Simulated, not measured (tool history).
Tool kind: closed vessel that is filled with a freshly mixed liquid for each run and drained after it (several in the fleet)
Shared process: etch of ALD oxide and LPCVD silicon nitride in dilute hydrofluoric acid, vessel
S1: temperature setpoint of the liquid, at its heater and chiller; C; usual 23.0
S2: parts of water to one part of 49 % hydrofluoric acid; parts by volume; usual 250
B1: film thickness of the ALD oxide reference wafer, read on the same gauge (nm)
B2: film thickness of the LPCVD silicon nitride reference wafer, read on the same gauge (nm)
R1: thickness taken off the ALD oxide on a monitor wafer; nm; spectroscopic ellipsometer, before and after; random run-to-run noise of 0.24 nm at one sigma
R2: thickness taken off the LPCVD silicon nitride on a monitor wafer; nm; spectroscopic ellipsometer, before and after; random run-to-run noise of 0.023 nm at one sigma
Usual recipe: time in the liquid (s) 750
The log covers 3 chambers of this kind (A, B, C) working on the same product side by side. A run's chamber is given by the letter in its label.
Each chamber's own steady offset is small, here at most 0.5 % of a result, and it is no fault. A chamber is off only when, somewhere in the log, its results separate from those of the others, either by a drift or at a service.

Run 1B, hour 8.4: usual settings; B1 80.002; B2 90.017. Result: R1 47.490 nm, R2 1.2346 nm.
Run 2C, hour 19.3: usual settings; B1 80.009; B2 90.002. Result: R1 47.175 nm, R2 1.1950 nm.
Run 3A, hour 27.8: usual settings; B1 80.004; B2 89.994. Result: R1 47.632 nm, R2 1.1984 nm.
Run 4A, hour 38.9: usual settings; B1 80.012; B2 90.014. Result: R1 47.470 nm, R2 1.2339 nm.
Run 5C, hour 48.4: usual settings; B1 80.001; B2 90.009. Result: R1 47.947 nm, R2 1.1831 nm.
Run 6B, hour 54.5: usual settings; B1 80.010; B2 90.015. Result: R1 47.705 nm, R2 1.1878 nm.
Run 7C, hour 61.7: usual settings; B1 79.992; B2 90.004. Result: R1 47.477 nm, R2 1.2269 nm.
Run 8A, hour 67.5: usual settings; B1 79.983; B2 90.017. Result: R1 47.703 nm, R2 1.2121 nm.
Run 9B, hour 73.3: usual settings; B1 80.006; B2 90.000. Result: R1 47.648 nm, R2 1.1562 nm.
Run 10C, hour 84.2: usual settings but S1 27.5 C, time in the liquid (s) 895; B1 80.006; B2 90.013. Result: R1 66.671 nm, R2 1.8511 nm.
Run 11B, hour 95.1: usual settings but S1 27.5 C, time in the liquid (s) 895; B1 80.014; B2 89.990. Result: R1 66.315 nm, R2 1.8957 nm.
Run 12A, hour 103.6: usual settings but S1 27.5 C, time in the liquid (s) 895; B1 79.997; B2 89.989. Result: R1 67.117 nm, R2 1.8578 nm.
Run 13A, hour 114.4: usual settings; B1 80.001; B2 89.968. Result: R1 47.888 nm, R2 1.1896 nm.
Run 14C, hour 119.6: usual settings but S1 20.5 C, time in the liquid (s) 905; B1 80.011; B2 90.020. Result: R1 52.430 nm, R2 1.2497 nm.
Run 15B, hour 128.8: usual settings but S1 20.5 C, time in the liquid (s) 905; B1 80.003; B2 90.005. Result: R1 52.380 nm, R2 1.2284 nm.
Run 16C, hour 136.9: usual settings but S1 20.5 C, time in the liquid (s) 905; B1 80.007; B2 90.040. Result: R1 52.394 nm, R2 1.2304 nm.
Run 17A, hour 142.6: usual settings; B1 80.011; B2 90.017. Result: R1 47.980 nm, R2 1.2295 nm.
Run 18B, hour 148.2: usual settings; B1 79.986; B2 90.034. Result: R1 47.746 nm, R2 1.2012 nm.
Run 19C, hour 154.5: usual settings; B1 80.010; B2 90.007. Result: R1 47.931 nm, R2 1.2022 nm.
Run 20A, hour 160.6: usual settings; B1 80.018; B2 89.997. Result: R1 47.453 nm, R2 1.1888 nm.
Run 21B, hour 168.9: usual settings; B1 79.990; B2 90.014. Result: R1 47.957 nm, R2 1.2065 nm.
Run 22C, hour 176.5: usual settings; B1 80.029; B2 89.993. Result: R1 47.735 nm, R2 1.1845 nm.
Run 23A, hour 185.5: usual settings; B1 79.996; B2 90.011. Result: R1 48.069 nm, R2 1.1683 nm.
Run 24B, hour 192.7: usual settings; B1 80.008; B2 89.970. Result: R1 47.511 nm, R2 1.1907 nm.
Run 25C, hour 199.5: usual settings; B1 79.981; B2 90.021. Result: R1 47.770 nm, R2 1.2033 nm.
At hour 209.0: chamber C: thermometer replaced.
Run 26B, hour 211.0: usual settings; B1 80.000; B2 89.980. Result: R1 47.733 nm, R2 1.1746 nm.
Run 27A, hour 219.1: usual settings; B1 79.996; B2 90.005. Result: R1 47.970 nm, R2 1.1719 nm.
Run 28C, hour 231.0: usual settings; B1 79.992; B2 89.988. Result: R1 47.808 nm, R2 1.2015 nm.

Is one chamber out of step, is the gauge drifting, or do the chambers differ by no more than their own small offsets? For an off chamber, give its letter and the likeliest cause.

Neither any chamber nor the gauge drifts; the chambers differ only by their own small, steady offsets.

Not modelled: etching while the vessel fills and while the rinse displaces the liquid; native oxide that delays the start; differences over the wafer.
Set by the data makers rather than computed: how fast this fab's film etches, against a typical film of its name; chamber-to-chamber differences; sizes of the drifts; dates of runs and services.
